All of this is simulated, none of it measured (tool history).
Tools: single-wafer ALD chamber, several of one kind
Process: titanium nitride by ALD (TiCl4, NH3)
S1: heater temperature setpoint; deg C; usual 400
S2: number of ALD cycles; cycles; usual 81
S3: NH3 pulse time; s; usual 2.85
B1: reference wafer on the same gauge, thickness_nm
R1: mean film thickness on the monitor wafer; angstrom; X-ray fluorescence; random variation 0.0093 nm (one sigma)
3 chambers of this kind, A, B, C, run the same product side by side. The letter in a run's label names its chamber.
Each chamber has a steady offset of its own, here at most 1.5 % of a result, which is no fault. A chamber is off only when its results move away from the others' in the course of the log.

{"run": "1C", "hour": 2.2, "S1": 400, "S2": 81, "S3": 2.85, "B1": 1.5789, "R1": 18.162}
{"run": "2B", "hour": 4.7, "S1": 400, "S2": 81, "S3": 2.85, "B1": 1.5784, "R1": 18.118}
{"run": "3A", "hour": 9.0, "S1": 400, "S2": 81, "S3": 2.85, "B1": 1.5809, "R1": 18.11}
{"run": "4C", "hour": 12.9, "S1": 400, "S2": 81, "S3": 2.85, "B1": 1.5816, "R1": 18.179}
{"run": "5B", "hour": 17.0, "S1": 400, "S2": 81, "S3": 2.85, "B1": 1.5797, "R1": 18.193}
{"run": "6A", "hour": 21.1, "S1": 400, "S2": 81, "S3": 2.85, "B1": 1.5792, "R1": 18.028}
{"run": "7B", "hour": 23.8, "S1": 400, "S2": 81, "S3": 2.85, "B1": 1.5796, "R1": 18.309}
{"run": "8C", "hour": 26.7, "S1": 400, "S2": 81, "S3": 2.85, "B1": 1.5792, "R1": 18.278}
{"run": "9A", "hour": 28.8, "S1": 400, "S2": 93, "S3": 3.8, "B1": 1.5814, "R1": 20.874}
{"run": "10A", "hour": 31.9, "S1": 400, "S2": 93, "S3": 3.8, "B1": 1.5797, "R1": 20.999}
{"run": "11B", "hour": 35.2, "S1": 400, "S2": 93, "S3": 3.8, "B1": 1.5796, "R1": 21.177}
{"run": "12C", "hour": 37.9, "S1": 400, "S2": 81, "S3": 2.85, "B1": 1.5788, "R1": 18.513}
{"run": "13A", "hour": 41.7, "S1": 400, "S2": 81, "S3": 2.85, "B1": 1.5785, "R1": 18.082}
{"run": "14B", "hour": 45.0, "S1": 410, "S2": 81, "S3": 2.85, "B1": 1.5804, "R1": 18.286}
{"run": "15C", "hour": 47.9, "S1": 410, "S2": 81, "S3": 2.85, "B1": 1.5808, "R1": 18.409}
{"run": "16C", "hour": 51.8, "S1": 410, "S2": 81, "S3": 2.85, "B1": 1.5799, "R1": 18.399}
{"run": "17A", "hour": 54.3, "S1": 400, "S2": 81, "S3": 2.85, "B1": 1.5804, "R1": 18.02}
{"run": "18B", "hour": 56.7, "S1": 400, "S2": 81, "S3": 2.85, "B1": 1.5808, "R1": 18.238}
{"run": "19A", "hour": 59.0, "S1": 400, "S2": 81, "S3": 2.85, "B1": 1.5806, "R1": 18.047}
{"run": "20C", "hour": 61.0, "S1": 388, "S2": 88, "S3": 2.85, "B1": 1.581, "R1": 19.716}
{"run": "21B", "hour": 63.4, "S1": 388, "S2": 88, "S3": 2.85, "B1": 1.579, "R1": 19.55}
{"run": "22A", "hour": 66.9, "S1": 388, "S2": 88, "S3": 2.85, "B1": 1.583, "R1": 19.354}
{"run": "23C", "hour": 70.5, "S1": 400, "S2": 81, "S3": 2.06, "B1": 1.5793, "R1": 17.996}
{"run": "24B", "hour": 73.1, "S1": 400, "S2": 81, "S3": 2.06, "B1": 1.5803, "R1": 18.087}

All 3 chambers run these settings next. Forecast each chamber's results:
{"run": "25A", "hour": 76.1, "S1": 400, "S2": 81, "S3": 2.21, "R1": "?"}
{"run": "25B", "hour": 76.1, "S1": 400, "S2": 81, "S3": 2.21, "R1": "?"}
{"run": "25C", "hour": 76.1, "S1": 400, "S2": 81, "S3": 2.21, "R1": "?"}

run=25A R1=17.987
run=25B R1=18.070
run=25C R1=18.129
